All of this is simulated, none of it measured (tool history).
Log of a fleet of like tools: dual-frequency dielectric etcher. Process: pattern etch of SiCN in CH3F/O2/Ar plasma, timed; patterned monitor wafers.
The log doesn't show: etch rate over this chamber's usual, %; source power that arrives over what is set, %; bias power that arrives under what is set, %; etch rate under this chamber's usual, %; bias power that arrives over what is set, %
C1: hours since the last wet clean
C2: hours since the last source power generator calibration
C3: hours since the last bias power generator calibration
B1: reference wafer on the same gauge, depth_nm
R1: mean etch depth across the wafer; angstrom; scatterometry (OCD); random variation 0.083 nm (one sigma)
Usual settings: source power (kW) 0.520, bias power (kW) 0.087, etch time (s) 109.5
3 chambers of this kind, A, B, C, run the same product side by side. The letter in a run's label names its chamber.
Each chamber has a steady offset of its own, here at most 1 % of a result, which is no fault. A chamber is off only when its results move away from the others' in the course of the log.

run 1C hour=8.2 | source_power_(kW)=0.520 bias_power_(kW)=0.087 etch_time_(s)=109.5 | C1=419.4 C2=766.2 C3=1526.7 | B1=47.590 | R1=485.50
run 2B hour=18.3 | source_power_(kW)=0.520 bias_power_(kW)=0.087 etch_time_(s)=109.5 | C1=337.2 C2=440.4 C3=2683.9 | B1=47.616 | R1=482.93
-- hour=24.0 chamber C: wet clean of the chamber
run 3A hour=32.6 | source_power_(kW)=0.520 bias_power_(kW)=0.087 etch_time_(s)=109.5 | C1=165.3 C2=1809.8 C3=3566.5 | B1=47.607 | R1=487.84
run 4B hour=42.4 | source_power_(kW)=0.520 bias_power_(kW)=0.087 etch_time_(s)=109.5 | C1=361.3 C2=464.5 C3=2708.0 | B1=47.627 | R1=483.32
run 5C hour=57.1 | source_power_(kW)=0.520 bias_power_(kW)=0.087 etch_time_(s)=109.5 | C1=33.1 C2=815.1 C3=1575.6 | B1=47.650 | R1=485.11
run 6A hour=64.5 | source_power_(kW)=0.520 bias_power_(kW)=0.087 etch_time_(s)=109.5 | C1=197.2 C2=1841.7 C3=3598.4 | B1=47.630 | R1=487.34
run 7B hour=73.5 | source_power_(kW)=0.520 bias_power_(kW)=0.087 etch_time_(s)=109.5 | C1=392.4 C2=495.6 C3=2739.1 | B1=47.654 | R1=483.13
run 8A hour=88.1 | source_power_(kW)=0.520 bias_power_(kW)=0.087 etch_time_(s)=109.5 | C1=220.8 C2=1865.3 C3=3622.0 | B1=47.665 | R1=486.59
-- hour=93.2 chamber B: wet clean of the chamber
run 9C hour=103.3 | source_power_(kW)=0.600 bias_power_(kW)=0.087 etch_time_(s)=109.5 | C1=79.3 C2=861.3 C3=1621.8 | B1=47.662 | R1=512.11
run 10B hour=116.3 | source_power_(kW)=0.600 bias_power_(kW)=0.087 etch_time_(s)=109.5 | C1=23.1 C2=538.4 C3=2781.9 | B1=47.672 | R1=511.05
run 11C hour=131.3 | source_power_(kW)=0.600 bias_power_(kW)=0.087 etch_time_(s)=109.5 | C1=107.3 C2=889.3 C3=1649.8 | B1=47.688 | R1=512.19
run 12A hour=142.9 | source_power_(kW)=0.520 bias_power_(kW)=0.087 etch_time_(s)=109.5 | C1=275.6 C2=1920.1 C3=3676.8 | B1=47.694 | R1=489.64
run 13C hour=154.9 | source_power_(kW)=0.520 bias_power_(kW)=0.071 etch_time_(s)=77.5 | C1=130.9 C2=912.9 C3=1673.4 | B1=47.699 | R1=321.89
run 14A hour=166.2 | source_power_(kW)=0.520 bias_power_(kW)=0.071 etch_time_(s)=77.5 | C1=298.9 C2=1943.4 C3=3700.1 | B1=47.700 | R1=321.87
run 15B hour=178.1 | source_power_(kW)=0.520 bias_power_(kW)=0.071 etch_time_(s)=77.5 | C1=84.9 C2=600.2 C3=2843.7 | B1=47.717 | R1=319.55
run 16A hour=190.0 | source_power_(kW)=0.520 bias_power_(kW)=0.087 etch_time_(s)=109.5 | C1=322.7 C2=1967.2 C3=3723.9 | B1=47.732 | R1=487.99
run 17B hour=205.4 | source_power_(kW)=0.520 bias_power_(kW)=0.087 etch_time_(s)=109.5 | C1=112.2 C2=627.5 C3=2871.0 | B1=47.710 | R1=484.15
run 18C hour=214.2 | source_power_(kW)=0.520 bias_power_(kW)=0.087 etch_time_(s)=109.5 | C1=190.2 C2=972.2 C3=1732.7 | B1=47.737 | R1=486.94
run 19C hour=228.7 | source_power_(kW)=0.520 bias_power_(kW)=0.087 etch_time_(s)=109.5 | C1=204.7 C2=986.7 C3=1747.2 | B1=47.762 | R1=485.23
run 20B hour=242.1 | source_power_(kW)=0.520 bias_power_(kW)=0.087 etch_time_(s)=109.5 | C1=148.9 C2=664.2 C3=2907.7 | B1=47.755 | R1=484.87
-- hour=243.7 chamber A: wet clean of the chamber
run 21A hour=255.9 | source_power_(kW)=0.520 bias_power_(kW)=0.087 etch_time_(s)=109.5 | C1=12.3 C2=2033.1 C3=3789.8 | B1=47.747 | R1=488.46
run 22A hour=268.0 | source_power_(kW)=0.400 bias_power_(kW)=0.103 etch_time_(s)=109.5 | C1=24.4 C2=2045.2 C3=3801.9 | B1=47.760 | R1=473.15
run 23B hour=276.3 | source_power_(kW)=0.400 bias_power_(kW)=0.103 etch_time_(s)=109.5 | C1=183.1 C2=698.4 C3=2941.9 | B1=47.786 | R1=472.65
run 24C hour=283.6 | source_power_(kW)=0.400 bias_power_(kW)=0.103 etch_time_(s)=109.5 | C1=259.6 C2=1041.6 C3=1802.1 | B1=47.785 | R1=469.53
run 25A hour=290.6 | source_power_(kW)=0.520 bias_power_(kW)=0.087 etch_time_(s)=109.5 | C1=47.0 C2=2067.8 C3=3824.5 | B1=47.794 | R1=488.32
run 26C hour=305.1 | source_power_(kW)=0.520 bias_power_(kW)=0.087 etch_time_(s)=109.5 | C1=281.1 C2=1063.1 C3=1823.6 | B1=47.794 | R1=486.91
run 27B hour=319.8 | source_power_(kW)=0.520 bias_power_(kW)=0.087 etch_time_(s)=109.5 | C1=226.6 C2=741.9 C3=2985.4 | B1=47.833 | R1=485.97
run 28C hour=332.8 | source_power_(kW)=0.520 bias_power_(kW)=0.087 etch_time_(s)=109.5 | C1=308.8 C2=1090.8 C3=1851.3 | B1=47.801 | R1=489.04
run 29A hour=341.1 | source_power_(kW)=0.520 bias_power_(kW)=0.087 etch_time_(s)=109.5 | C1=97.5 C2=2118.3 C3=3875.0 | B1=47.833 | R1=492.14
run 30B hour=352.2 | source_power_(kW)=0.520 bias_power_(kW)=0.087 etch_time_(s)=109.5 | C1=259.0 C2=774.3 C3=3017.8 | B1=47.823 | R1=485.68
run 31A hour=360.3 | source_power_(kW)=0.520 bias_power_(kW)=0.087 etch_time_(s)=109.5 | C1=116.7 C2=2137.5 C3=3894.2 | B1=47.834 | R1=491.84
run 32C hour=375.4 | source_power_(kW)=0.520 bias_power_(kW)=0.087 etch_time_(s)=109.5 | C1=351.4 C2=1133.4 C3=1893.9 | B1=47.845 | R1=487.30
run 33B hour=386.4 | source_power_(kW)=0.520 bias_power_(kW)=0.087 etch_time_(s)=109.5 | C1=293.2 C2=808.5 C3=3052.0 | B1=47.854 | R1=484.97
-- hour=391.7 chamber A: source power generator calibrated
run 34B hour=393.7 | source_power_(kW)=0.520 bias_power_(kW)=0.087 etch_time_(s)=109.5 | C1=300.5 C2=815.8 C3=3059.3 | B1=47.859 | R1=487.22
run 35C hour=404.0 | source_power_(kW)=0.520 bias_power_(kW)=0.087 etch_time_(s)=109.5 | C1=380.0 C2=1162.0 C3=1922.5 | B1=47.894 | R1=488.99
run 36A hour=416.9 | source_power_(kW)=0.520 bias_power_(kW)=0.087 etch_time_(s)=109.5 | C1=173.3 C2=25.2 C3=3950.8 | B1=47.863 | R1=491.40
run 37C hour=429.8 | source_power_(kW)=0.520 bias_power_(kW)=0.087 etch_time_(s)=109.5 | C1=405.8 C2=1187.8 C3=1948.3 | B1=47.892 | R1=489.25
run 38B hour=442.3 | source_power_(kW)=0.520 bias_power_(kW)=0.087 etch_time_(s)=109.5 | C1=349.1 C2=864.4 C3=3107.9 | B1=47.878 | R1=485.93
run 39A hour=453.8 | source_power_(kW)=0.520 bias_power_(kW)=0.087 etch_time_(s)=109.5 | C1=210.2 C2=62.1 C3=3987.7 | B1=47.907 | R1=491.42
run 40A hour=465.3 | source_power_(kW)=0.520 bias_power_(kW)=0.072 etch_time_(s)=97.0 | C1=221.7 C2=73.6 C3=3999.2 | B1=47.899 | R1=406.32
run 41B hour=478.2 | source_power_(kW)=0.520 bias_power_(kW)=0.072 etch_time_(s)=97.0 | C1=385.0 C2=900.3 C3=3143.8 | B1=47.931 | R1=402.54
run 42C hour=487.4 | source_power_(kW)=0.520 bias_power_(kW)=0.072 etch_time_(s)=97.0 | C1=463.4 C2=1245.4 C3=2005.9 | B1=47.933 | R1=404.58

Next, every chamber runs the same settings. What will each give?
run 43A hour=498.4 | source_power_(kW)=0.520 bias_power_(kW)=0.087 etch_time_(s)=109.5 | R1=?
run 43B hour=498.4 | source_power_(kW)=0.520 bias_power_(kW)=0.087 etch_time_(s)=109.5 | R1=?
run 43C hour=498.4 | source_power_(kW)=0.520 bias_power_(kW)=0.087 etch_time_(s)=109.5 | R1=?

run=43A R1=491.90
run=43B R1=486.09
run=43C R1=490.38
